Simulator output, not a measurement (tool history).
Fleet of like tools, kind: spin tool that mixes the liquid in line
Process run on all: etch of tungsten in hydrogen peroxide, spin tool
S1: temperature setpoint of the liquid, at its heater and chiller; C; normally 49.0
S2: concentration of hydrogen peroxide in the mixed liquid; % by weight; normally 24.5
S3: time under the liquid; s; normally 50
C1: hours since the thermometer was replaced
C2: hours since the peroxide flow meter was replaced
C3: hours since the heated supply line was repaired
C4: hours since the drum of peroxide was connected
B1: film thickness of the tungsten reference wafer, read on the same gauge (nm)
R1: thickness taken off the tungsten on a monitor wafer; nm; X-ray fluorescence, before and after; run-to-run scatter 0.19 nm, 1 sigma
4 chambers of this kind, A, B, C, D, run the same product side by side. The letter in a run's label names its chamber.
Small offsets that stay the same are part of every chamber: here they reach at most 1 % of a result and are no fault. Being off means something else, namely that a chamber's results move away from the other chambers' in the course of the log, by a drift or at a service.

| run | day | S1 | S2 | S3 | C1 | C2 | C3 | C4 | B1 | R1 |
|---|---|---|---|---|---|---|---|---|---|---|
| 1B | 0.496 | 49.0 | 24.5 | 50 | 394.0 | 284.6 | 985.8 | 1516.5 | 70.005 | 54.923 |
| 2D | 0.950 | 49.0 | 24.5 | 50 | 485.5 | 1850.1 | 1613.4 | 48.9 | 70.007 | 55.061 |
| 3C | 1.496 | 49.0 | 24.5 | 50 | 460.5 | 583.7 | 254.9 | 1095.5 | 69.987 | 54.783 |
|  | 1.504 | chamber A: new drum of peroxide connected |
| 4A | 1.904 | 49.0 | 24.5 | 50 | 734.5 | 958.3 | 2705.8 | 9.6 | 69.978 | 54.516 |
| 5A | 2.429 | 49.0 | 24.5 | 50 | 747.1 | 970.9 | 2718.4 | 22.2 | 70.007 | 54.665 |
| 6C | 2.988 | 49.0 | 24.5 | 50 | 496.3 | 619.5 | 290.7 | 1131.3 | 70.031 | 54.340 |
| 7D | 3.375 | 49.0 | 24.5 | 50 | 543.7 | 1908.3 | 1671.6 | 107.1 | 70.026 | 55.236 |
|  | 3.742 | chamber B: new drum of peroxide connected |
| 8B | 3.871 | 49.0 | 24.5 | 50 | 475.0 | 365.6 | 1066.8 | 3.2 | 69.959 | 54.861 |
| 9D | 4.304 | 49.0 | 24.5 | 50 | 566.0 | 1930.6 | 1693.9 | 129.4 | 70.003 | 55.166 |
| 10A | 4.583 | 49.0 | 24.5 | 50 | 798.8 | 1022.6 | 2770.1 | 73.9 | 69.986 | 54.722 |
| 11B | 5.104 | 43.0 | 24.5 | 25 | 504.6 | 395.2 | 1096.4 | 32.8 | 70.024 | 18.882 |
| 12C | 5.404 | 43.0 | 24.5 | 25 | 554.3 | 677.5 | 348.7 | 1189.3 | 70.007 | 18.821 |
|  | 5.571 | chamber A: peroxide flow meter replaced |
| 13D | 5.771 | 43.0 | 24.5 | 25 | 601.2 | 1965.8 | 1729.1 | 164.6 | 70.011 | 18.839 |
| 14C | 6.112 | 43.0 | 24.5 | 25 | 571.3 | 694.5 | 365.7 | 1206.3 | 70.027 | 18.739 |
|  | 6.233 | chamber D: peroxide flow meter replaced |
| 15A | 6.654 | 49.0 | 24.5 | 50 | 848.5 | 26.1 | 2819.8 | 123.6 | 70.027 | 54.658 |
| 16B | 6.962 | 49.0 | 21.5 | 50 | 549.2 | 439.8 | 1141.0 | 77.4 | 69.955 | 51.447 |
| 17C | 7.454 | 49.0 | 21.5 | 50 | 603.5 | 726.7 | 397.9 | 1238.5 | 70.016 | 50.500 |
| 18A | 8.025 | 49.0 | 21.5 | 50 | 881.4 | 59.0 | 2852.7 | 156.5 | 69.970 | 50.810 |
| 19B | 8.425 | 49.0 | 21.5 | 50 | 584.3 | 474.9 | 1176.1 | 112.5 | 69.993 | 51.459 |
| 20D | 8.938 | 53.5 | 21.5 | 50 | 677.2 | 64.9 | 1805.1 | 240.6 | 69.984 | 67.677 |
| 21D | 9.438 | 53.5 | 21.5 | 50 | 689.2 | 76.9 | 1817.1 | 252.6 | 69.950 | 67.677 |
| 22B | 9.788 | 53.5 | 21.5 | 50 | 617.0 | 507.6 | 1208.8 | 145.2 | 70.037 | 67.559 |
| 23A | 10.079 | 53.5 | 21.5 | 50 | 930.7 | 108.3 | 2902.0 | 205.8 | 70.005 | 67.377 |
| 24C | 10.342 | 53.5 | 24.5 | 80 | 672.8 | 796.0 | 467.2 | 1307.8 | 70.002 | 112.800 |
| 25A | 10.921 | 53.5 | 24.5 | 80 | 950.9 | 128.5 | 2922.2 | 226.0 | 69.960 | 113.710 |

All chambers now run identical settings, listed one chamber a line with results as question marks. What results will each chamber show?
| 26A | 11.350 | 55.0 | 24.5 | 50 |  |  |  |  |  | ? |
| 26B | 11.350 | 55.0 | 24.5 | 50 |  |  |  |  |  | ? |
| 26C | 11.350 | 55.0 | 24.5 | 50 |  |  |  |  |  | ? |
| 26D | 11.350 | 55.0 | 24.5 | 50 |  |  |  |  |  | ? |

| run | R1 |
|---|---|
| 26A | 78.219 |
| 26B | 79.281 |
| 26C | 77.991 |
| 26D | 79.504 |
